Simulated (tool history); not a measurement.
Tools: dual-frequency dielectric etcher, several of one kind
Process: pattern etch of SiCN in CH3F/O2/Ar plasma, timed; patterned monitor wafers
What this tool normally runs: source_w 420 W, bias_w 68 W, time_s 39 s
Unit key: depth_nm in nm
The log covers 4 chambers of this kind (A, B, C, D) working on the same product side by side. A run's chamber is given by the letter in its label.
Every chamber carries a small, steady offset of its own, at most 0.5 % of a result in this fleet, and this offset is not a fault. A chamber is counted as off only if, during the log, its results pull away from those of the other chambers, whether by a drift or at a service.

| run | day | source_w | bias_w | time_s | read-back reference wafer on the same gauge, depth_nm | depth_nm |
|---|---|---|---|---|---|---|
| 1B | 0.250 | 420 | 68 | 39 | 12.101 | 14.650 |
| 2A | 0.662 | 420 | 68 | 39 | 12.089 | 14.554 |
| 3D | 0.975 | 420 | 68 | 39 | 12.090 | 14.571 |
| 4C | 1.225 | 420 | 68 | 39 | 12.093 | 14.597 |
|  | 1.317 | chamber D: wet clean of the chamber |
| 5A | 1.600 | 420 | 68 | 39 | 12.089 | 14.548 |
| 6D | 1.912 | 420 | 68 | 39 | 12.083 | 14.572 |
| 7B | 2.388 | 420 | 68 | 39 | 12.081 | 14.589 |
|  | 2.562 | chamber B: source power generator calibrated |
| 8C | 2.833 | 420 | 68 | 39 | 12.077 | 14.573 |
| 9B | 3.108 | 420 | 68 | 39 | 12.076 | 14.641 |
|  | 3.462 | chamber A: wet clean of the chamber |
| 10D | 3.479 | 420 | 68 | 39 | 12.074 | 14.542 |
| 11A | 3.750 | 420 | 68 | 39 | 12.070 | 14.525 |
| 12C | 4.254 | 420 | 68 | 39 | 12.067 | 14.551 |
| 13B | 4.550 | 420 | 68 | 39 | 12.066 | 14.631 |
|  | 4.671 | chamber C: source power generator calibrated |
| 14C | 4.979 | 420 | 68 | 39 | 12.060 | 14.540 |
| 15D | 5.362 | 390 | 58 | 39 | 12.059 | 13.360 |
| 16A | 5.862 | 390 | 58 | 39 | 12.053 | 13.364 |
| 17C | 6.192 | 390 | 58 | 39 | 12.056 | 13.323 |
| 18A | 6.625 | 390 | 58 | 39 | 12.052 | 13.365 |
| 19B | 6.892 | 420 | 68 | 50 | 12.048 | 18.676 |
| 20D | 7.333 | 420 | 68 | 50 | 12.043 | 18.616 |
| 21D | 7.692 | 420 | 68 | 50 | 12.036 | 18.614 |
| 22C | 7.979 | 420 | 68 | 50 | 12.036 | 18.629 |
| 23B | 8.446 | 420 | 68 | 39 | 12.035 | 14.552 |
| 24A | 8.962 | 420 | 52 | 39 | 12.025 | 13.256 |

Which is it: a chamber that has drifted or been left off by a service, a gauge drift common to all chambers, or only each chamber's usual small offset? If a chamber is off, name it and its likeliest cause.

Every chamber seems to shift together because the gauge that measures them all drifts; the chambers themselves are fine.
Likeliest cause: gauge reads low (%) = 0.612.
